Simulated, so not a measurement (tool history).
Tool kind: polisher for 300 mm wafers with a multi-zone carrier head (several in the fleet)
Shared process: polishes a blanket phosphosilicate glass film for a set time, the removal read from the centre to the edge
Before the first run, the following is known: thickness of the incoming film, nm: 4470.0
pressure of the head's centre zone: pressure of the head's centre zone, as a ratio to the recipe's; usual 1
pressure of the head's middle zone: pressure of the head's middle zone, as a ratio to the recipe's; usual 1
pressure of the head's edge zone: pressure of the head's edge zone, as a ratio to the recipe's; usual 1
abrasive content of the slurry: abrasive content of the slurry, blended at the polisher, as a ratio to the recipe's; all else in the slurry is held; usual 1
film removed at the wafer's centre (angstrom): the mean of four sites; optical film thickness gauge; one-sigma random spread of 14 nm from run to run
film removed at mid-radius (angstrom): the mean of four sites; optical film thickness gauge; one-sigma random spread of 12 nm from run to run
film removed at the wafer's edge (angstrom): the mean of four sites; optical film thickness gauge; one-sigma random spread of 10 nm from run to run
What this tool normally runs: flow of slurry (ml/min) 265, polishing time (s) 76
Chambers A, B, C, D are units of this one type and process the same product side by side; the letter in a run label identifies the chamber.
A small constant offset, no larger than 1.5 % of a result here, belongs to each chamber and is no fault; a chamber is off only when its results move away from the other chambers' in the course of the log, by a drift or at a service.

run	hour	flow of slurry (ml/min)	pressure of the head's centre zone	pressure of the head's middle zone	pressure of the head's edge zone	abrasive content of the slurry	polishing time (s)	film removed at the wafer's centre (angstrom)	film removed at mid-radius (angstrom)	film removed at the wafer's edge (angstrom)
1B	4.5	265	1	1	1	1	76	9454.6	9312.8	9049.3
# hour 6.5: chamber D: worn pad replaced by a new one
2C	6.8	265	1	1	1	1	76	9154.8	9183.2	9056.2
# hour 8.8: chamber A: worn pad replaced by a new one
3A	10.7	265	1	1	1	1	76	9038.3	9096.2	9241.4
4D	13	265	1	1	1	1	76	9085.8	9229.2	9096.1
5D	16.3	210	1.11	1	1	1	76	9925.2	8987.7	8919.5
6A	18.6	210	1.11	1	1	1	76	9721.8	9066.4	8761
# hour 19.2: chamber C: worn pad replaced by a new one
# hour 22.6: chamber B: edge zone pressure recalibrated
7B	22.7	210	1.11	1	1	1	76	10428	9023	8969.3
8C	24.9	210	1.11	1	1	1	76	10009	8823.4	8734
9D	28.8	265	1	1	1	1	76	9313.5	9066.5	9278.3
# hour 31.8: chamber B: worn pad replaced by a new one
10C	32.1	265	1	1	1	1	76	8913.7	9270.8	9145.4
11A	36	265	1	1	1	1	76	9086.1	9169.3	9018.4
12B	40	265	1	1	1	1	76	9262.3	9072.8	9264.2
13B	44.1	265	1	1	1	1	76	9212.3	9091.6	9024.4
14C	47.7	265	1	1	1	1	76	9025.4	9133.5	9087.1
15D	49.9	265	1	1	1	1	76	8984.1	9006.8	9313.5
16A	52.9	265	1	1	1	1	76	8662.3	8997.5	9027.6
17D	55.6	265	0.89	1	1	1	76	8001.2	9143.8	9176.4
18C	58.6	265	0.89	1	1	1	76	7884.1	9179.5	9055.5
# hour 59.7: chamber D: edge zone pressure recalibrated
19B	60.6	265	0.89	1	1	1	76	8037.5	9232.1	9275.7
20A	64.6	265	0.89	1	1	1	76	7795.6	8910.6	8891.1
21B	67.6	265	1	1	1	1	76	9251.7	9213	9114.9
22D	69.8	265	1	1	1	1	76	9281.3	9191.7	9171.1
23C	73.3	215	1	1	1	1	53	6183.2	6090.7	6133.3
24A	77.6	215	1	1	1	1	53	5996.8	6068.8	6008.6
25A	80.2	215	1	1	1	1	53	5785.8	6058.4	5959.3
# hour 80.5: chamber B: worn pad replaced by a new one
26B	83.9	215	1	1	1	1	53	6265.7	6348.9	6288.2
27D	87.4	265	1	1	1	1	76	9123.6	9158.1	9211.3
28C	91	265	1	1	1	1	76	8925.5	8928.8	9038.1
29A	95.1	265	1	1	1	1	76	8522.7	8763.7	8701.2
30B	97.3	265	1	0.89	0.92	1	76	9170.7	8455.9	8917.8
31C	100.8	265	1	0.89	0.92	1	76	9027.8	8165.4	8738.6
32D	102.9	265	1	0.89	0.92	1	76	8945.9	8237.8	8788.2
# hour 106.1: chamber A: worn pad replaced by a new one
33B	106.6	265	1	0.89	0.92	1	76	9217.6	8387.3	8626.2
34A	110	265	1	1	1	1	76	8469.9	8523.6	8867.5
# hour 111.8: chamber D: worn pad replaced by a new one
35C	112	265	1	1	1	1	76	9320.8	9297.3	8990.2
36D	114.9	265	1	1	1	1	76	9026.5	9045.7	9300.2
37A	117.6	265	1	1	1	1	76	8437.7	8542.7	8549.8
38D	120.3	265	1	1	1	1	76	8664.9	9153.1	9148.4
# hour 122.2: chamber B: worn pad replaced by a new one
39B	122.7	265	1	1	1	1	76	9363.6	9383.5	9103.7
40C	125.5	265	1	1	1	1	76	9065.5	8898	9023.1

For the next run the whole fleet of 4 chambers uses the same settings. Give each chamber's results:
41A	128.8	265	1	1	1	1	76	?	?	?
41B	128.8	265	1	1	1	1	76	?	?	?
41C	128.8	265	1	1	1	1	76	?	?	?
41D	128.8	265	1	1	1	1	76	?	?	?

run	film removed at the wafer's centre (angstrom)	film removed at mid-radius (angstrom)	film removed at the wafer's edge (angstrom)
41A	8230.6	8347.5	8446
41B	9312.5	9142.4	9262.2
41C	9131	9143	9172.3
41D	9302.1	9341.6	9374.6
